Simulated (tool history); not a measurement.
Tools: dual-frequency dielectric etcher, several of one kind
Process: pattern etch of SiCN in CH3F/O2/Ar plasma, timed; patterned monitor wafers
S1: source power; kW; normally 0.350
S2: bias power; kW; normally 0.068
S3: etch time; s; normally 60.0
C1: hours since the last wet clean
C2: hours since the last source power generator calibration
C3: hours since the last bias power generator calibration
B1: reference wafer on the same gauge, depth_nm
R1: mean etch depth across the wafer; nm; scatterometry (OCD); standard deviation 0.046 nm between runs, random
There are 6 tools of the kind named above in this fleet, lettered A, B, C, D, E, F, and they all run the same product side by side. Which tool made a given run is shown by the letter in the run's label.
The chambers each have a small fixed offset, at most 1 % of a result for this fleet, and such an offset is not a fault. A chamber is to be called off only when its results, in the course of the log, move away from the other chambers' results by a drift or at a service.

run   hour     S1     S2    S3     C1      C2      C3      B1      R1
       0.8  -- chamber D: wet clean of the chamber
 1D    5.6  0.350  0.068  60.0    4.9  1266.2  2522.7  19.890  21.097
 2F   10.0  0.350  0.068  60.0   65.2   549.6  1129.8  19.905  21.146
 3B   16.1  0.350  0.068  60.0   60.4  2301.4   394.2  19.904  20.979
 4A   21.9  0.350  0.068  60.0  342.5  1448.0  1241.2  19.893  21.148
 5E   28.8  0.350  0.068  60.0  115.9   929.9   792.1  19.895  20.937
 6C   33.2  0.350  0.068  60.0  230.1  1087.3  1485.2  19.892  21.047
 7A   37.3  0.350  0.068  60.0  357.9  1463.4  1256.6  19.900  21.064
 8D   45.1  0.350  0.068  60.0   44.4  1305.7  2562.2  19.901  21.025
 9E   51.9  0.350  0.068  60.0  139.0   953.0   815.2  19.891  21.021
10F   55.7  0.350  0.068  60.0  110.9   595.3  1175.5  19.901  21.086
11C   63.1  0.350  0.068  60.0  260.0  1117.2  1515.1  19.900  20.985
12B   67.6  0.350  0.068  60.0  111.9  2352.9   445.7  19.904  20.983
13F   74.9  0.350  0.068  60.0  130.1   614.5  1194.7  19.911  21.105
14A   79.5  0.350  0.068  60.0  400.1  1505.6  1298.8  19.895  21.067
15B   85.6  0.270  0.068  43.5  129.9  2370.9   463.7  19.897  13.713
16D   93.0  0.270  0.068  43.5   92.3  1353.6  2610.1  19.905  13.820
17E   98.4  0.270  0.068  43.5  185.5   999.5   861.7  19.900  13.768
18C  105.4  0.270  0.068  43.5  302.3  1159.5  1557.4  19.907  13.825
19E  113.1  0.270  0.068  43.5  200.2  1014.2   876.4  19.898  13.801
20A  119.4  0.270  0.068  43.5  440.0  1545.5  1338.7  19.901  13.813
21B  123.6  0.350  0.068  60.0  167.9  2408.9   501.7  19.897  20.873
22D  127.6  0.280  0.082  60.0  126.9  1388.2  2644.7  19.906  20.852
     130.4  -- chamber A: wet clean of the chamber
23F  133.6  0.280  0.082  60.0  188.8   673.2  1253.4  19.912  20.787
24C  141.9  0.280  0.082  60.0  338.8  1196.0  1593.9  19.911  20.776
     142.9  -- chamber C: wet clean of the chamber
25F  145.6  0.280  0.082  60.0  200.8   685.2  1265.4  19.901  20.777
26D  150.7  0.280  0.082  60.0  150.0  1411.3  2667.8  19.912  20.766
27E  158.7  0.280  0.082  60.0  245.8  1059.8   922.0  19.900  20.576
28A  165.5  0.350  0.068  60.0   35.1  1591.6  1384.8  19.904  21.158
29B  173.7  0.350  0.068  60.0  218.0  2459.0   551.8  19.901  20.854
30C  179.8  0.350  0.063  73.0   36.9  1233.9  1631.8  19.901  24.916
31B  186.2  0.350  0.063  73.0  230.5  2471.5   564.3  19.903  24.788
32D  192.6  0.350  0.063  73.0  191.9  1453.2  2709.7  19.896  24.908
     194.1  -- chamber A: source power generator calibrated
33A  198.0  0.350  0.063  73.0   67.6     4.0  1417.3  19.899  24.962
34F  204.6  0.350  0.063  73.0  259.8   744.2  1324.4  19.911  25.033
35E  209.9  0.350  0.063  73.0  297.0  1111.0   973.2  19.902  24.844
36C  216.4  0.350  0.068  60.0   73.5  1270.5  1668.4  19.909  21.042
37E  220.2  0.350  0.068  60.0  307.3  1121.3   983.5  19.897  21.010
38C  228.3  0.350  0.068  60.0   85.4  1282.4  1680.3  19.905  21.053
39D  236.2  0.350  0.068  60.0  235.5  1496.8  2753.3  19.909  21.115

All 6 chambers run these settings next. Forecast each chamber's results:
40A  242.2  0.350  0.068  60.0                   ?
40B  242.2  0.350  0.068  60.0                   ?
40C  242.2  0.350  0.068  60.0                   ?
40D  242.2  0.350  0.068  60.0                   ?
40E  242.2  0.350  0.068  60.0                   ?
40F  242.2  0.350  0.068  60.0                   ?

run      R1
40A  21.076
40B  20.943
40C  21.064
40D  21.070
40E  20.960
40F  21.089

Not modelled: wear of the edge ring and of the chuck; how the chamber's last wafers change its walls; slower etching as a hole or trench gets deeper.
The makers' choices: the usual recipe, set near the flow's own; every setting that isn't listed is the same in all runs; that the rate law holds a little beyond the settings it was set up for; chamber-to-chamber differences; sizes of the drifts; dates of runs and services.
